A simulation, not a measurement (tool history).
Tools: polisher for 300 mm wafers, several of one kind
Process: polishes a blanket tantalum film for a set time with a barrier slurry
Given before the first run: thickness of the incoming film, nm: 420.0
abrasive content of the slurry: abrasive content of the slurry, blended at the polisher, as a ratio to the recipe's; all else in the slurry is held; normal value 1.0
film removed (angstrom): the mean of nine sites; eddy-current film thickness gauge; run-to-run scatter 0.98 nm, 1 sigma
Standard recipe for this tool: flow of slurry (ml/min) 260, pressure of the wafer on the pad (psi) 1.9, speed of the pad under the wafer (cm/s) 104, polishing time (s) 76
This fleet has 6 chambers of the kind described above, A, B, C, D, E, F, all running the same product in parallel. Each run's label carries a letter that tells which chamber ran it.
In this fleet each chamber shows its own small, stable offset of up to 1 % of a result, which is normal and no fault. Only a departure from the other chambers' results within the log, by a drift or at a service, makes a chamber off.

run	hour	flow of slurry (ml/min)	pressure of the wafer on the pad (psi)	speed of the pad under the wafer (cm/s)	abrasive content of the slurry	polishing time (s)	wafers polished on this pad	hours since the slurry nozzle was cleaned	hours since the head pressure was calibrated	hours since the slurry blender was calibrated	film removed (angstrom)
# hour 4.3: chamber C: worn pad replaced by a new one
1F	5.2	260	1.9	104	1.0	76	335	93.9	663.9	205.6	1066.10
2D	12.7	260	1.9	104	1.0	76	444	123.4	1085.1	97.5	1092.90
# hour 15.7: chamber A: slurry blender recalibrated
# hour 21.4: chamber F: head pressure recalibrated
3B	23.3	260	1.9	104	1.0	76	485	295.7	235.1	94.9	1093.40
4A	34.1	260	1.9	104	1.0	76	781	172.3	56.0	18.4	1076.10
# hour 35.9: chamber A: worn pad replaced by a new one
# hour 39.2: chamber D: worn pad replaced by a new one
5E	43.5	260	1.9	104	1.0	76	807	325.1	83.5	64.7	1072.30
# hour 51.6: chamber E: worn pad replaced by a new one
6C	52.3	260	1.9	104	1.0	76	580	333.1	820.3	178.7	1082.20
7E	58.4	260	1.9	104	1.0	76	82	340.0	98.4	79.6	1064.50
# hour 59.7: chamber B: worn pad replaced by a new one
# hour 65.0: chamber C: slurry blender recalibrated
8D	69.7	260	1.9	104	1.0	76	369	180.4	1142.1	154.5	1083.20
9B	81.3	260	1.9	104	1.0	76	261	353.7	293.1	152.9	1073.60
# hour 83.1: chamber C: worn pad replaced by a new one
10A	91.1	260	1.9	104	0.8	76	667	229.3	113.0	75.4	997.54
# hour 97.5: chamber A: worn pad replaced by a new one
# hour 101.4: chamber D: worn pad replaced by a new one
11F	102.3	260	1.9	104	0.8	76	1507	191.0	81.0	302.7	1006.50
12C	112.1	260	1.9	104	0.8	76	351	392.9	880.1	47.2	1005.40
# hour 116.6: chamber D: head pressure recalibrated
13A	117.6	260	1.9	104	0.8	76	242	255.8	139.5	101.9	1014.30
# hour 118.4: chamber E: worn pad replaced by a new one
# hour 122.2: chamber B: worn pad replaced by a new one
14C	123.6	260	1.9	104	0.8	76	490	404.4	891.6	58.7	1018.90
# hour 123.7: chamber D: slurry blender recalibrated
# hour 125.0: chamber B: slurry blender recalibrated
15D	129.2	260	1.9	104	0.8	76	336	239.9	12.7	5.6	1009.00
# hour 130.7: chamber E: slurry blender recalibrated
# hour 132.1: chamber F: slurry nozzle cleaned
16E	134.3	260	1.9	104	1.0	76	192	415.9	174.3	3.7	1060.70
17F	143.0	260	1.9	104	1.0	76	1999	10.9	121.7	343.4	1065.50
# hour 154.1: chamber C: slurry nozzle cleaned
18B	154.1	260	1.9	104	1.0	76	386	426.5	365.9	29.1	1080.40
# hour 155.2: chamber C: worn pad replaced by a new one
# hour 155.5: chamber C: head pressure recalibrated
19F	163.8	260	1.9	104	1.0	76	2250	31.7	142.5	364.2	1048.00
20A	173.7	260	1.9	104	1.0	76	920	311.9	195.6	158.0	1071.60
# hour 174.2: chamber A: worn pad replaced by a new one
# hour 178.4: chamber D: worn pad replaced by a new one
# hour 179.4: chamber E: worn pad replaced by a new one
# hour 183.2: chamber B: worn pad replaced by a new one
21C	185.1	260	1.9	104	1.0	76	361	31.0	29.6	120.2	1085.00
22B	193.8	260	1.9	104	1.0	76	128	466.2	405.6	68.8	1081.10
23E	199.7	260	1.9	104	1.0	76	246	481.3	239.7	69.1	1073.50
24D	208.9	260	2.3	104	1.0	76	368	319.6	92.4	85.3	1297.60
# hour 211.5: chamber B: slurry nozzle cleaned
25E	216.5	260	2.3	104	1.0	76	449	498.1	256.5	85.9	1297.70
26A	225.5	260	2.3	104	1.0	76	620	363.7	247.4	209.8	1305.30
27D	230.8	260	2.3	104	1.0	76	633	341.5	114.3	107.2	1313.50
# hour 233.9: chamber C: worn pad replaced by a new one
# hour 235.2: chamber A: worn pad replaced by a new one
28B	240.5	260	2.3	104	1.0	76	692	29.1	452.3	115.5	1292.50
# hour 243.6: chamber D: worn pad replaced by a new one
# hour 246.0: chamber C: slurry blender recalibrated
29F	247.6	260	2.3	104	1.0	76	3262	115.5	226.3	448.0	1243.10
# hour 253.8: chamber E: worn pad replaced by a new one
30C	253.8	260	1.9	104	1.0	76	240	99.7	98.3	7.9	1099.70
# hour 256.2: chamber B: worn pad replaced by a new one
31E	263.0	260	1.9	104	1.0	76	111	544.6	303.0	132.4	1053.70
# hour 269.8: chamber E: slurry blender recalibrated
32F	270.7	260	2.4	104	1.0	66	3541	138.6	249.4	471.1	1118.40
33B	275.8	260	2.4	104	1.0	66	236	64.4	487.6	150.8	1176.70
34C	283.6	260	2.4	104	1.0	66	600	129.5	128.1	37.7	1164.50
# hour 285.7: chamber F: slurry blender recalibrated
35A	289.3	260	2.4	104	1.0	66	654	427.5	311.2	273.6	1174.50
36D	294.7	260	2.4	104	1.0	66	618	405.4	178.2	171.1	1170.20
# hour 296.8: chamber D: slurry blender recalibrated
# hour 297.6: chamber A: worn pad replaced by a new one
37F	303.5	260	2.4	104	1.0	66	3938	171.4	282.2	17.9	1098.20
# hour 307.4: chamber C: worn pad replaced by a new one
38C	309.6	260	1.9	104	1.0	76	26	155.5	154.1	63.7	1079.30
# hour 314.7: chamber B: slurry blender recalibrated
39D	315.3	260	1.9	104	1.0	76	866	426.0	198.8	18.6	1069.60
40E	322.1	260	1.9	70	1.0	56	825	603.7	362.1	52.4	525.67
# hour 331.4: chamber B: worn pad replaced by a new one
41B	333.4	260	1.9	70	1.0	56	24	122.0	545.2	18.7	533.63
42A	338.8	260	1.9	70	1.0	56	498	477.0	360.7	323.1	539.46

Is one chamber out of step, is the gauge drifting, or do the chambers differ by no more than their own small offsets? For an off chamber, give its letter and the likeliest cause.

Little by little, chamber F moves away from the other chambers.
Cause: removal rate lost through wear of the pad, % = 8.25.
It could be hard to tell apart here from: head's pressure below its setpoint, %.

Which of the 4 candidates below, each the usual settings with something changed and its results left as question marks, puts chamber F back in line with what the other chambers give on the usual settings?
Maximum distance from the other chambers' mean on the usual settings for a result to count as in line: film removed (angstrom) 34.00
43F-1	347.2	330	1.9	104	1.0	76					?
43F-2	347.2	260	1.8	100	1.0	76					?
43F-3	347.2	260	2.0	106	1.0	78					?
43F-4	347.2	260	1.9	102	1.0	75					?

Average result of the remaining chambers running the usual settings: film removed (angstrom) 1075.90
run	film removed (angstrom)
43F-1	1009.40
43F-2	898.59
43F-3	1087.00
43F-4	954.99
It is 43F-3 that realigns the chamber with its peers.

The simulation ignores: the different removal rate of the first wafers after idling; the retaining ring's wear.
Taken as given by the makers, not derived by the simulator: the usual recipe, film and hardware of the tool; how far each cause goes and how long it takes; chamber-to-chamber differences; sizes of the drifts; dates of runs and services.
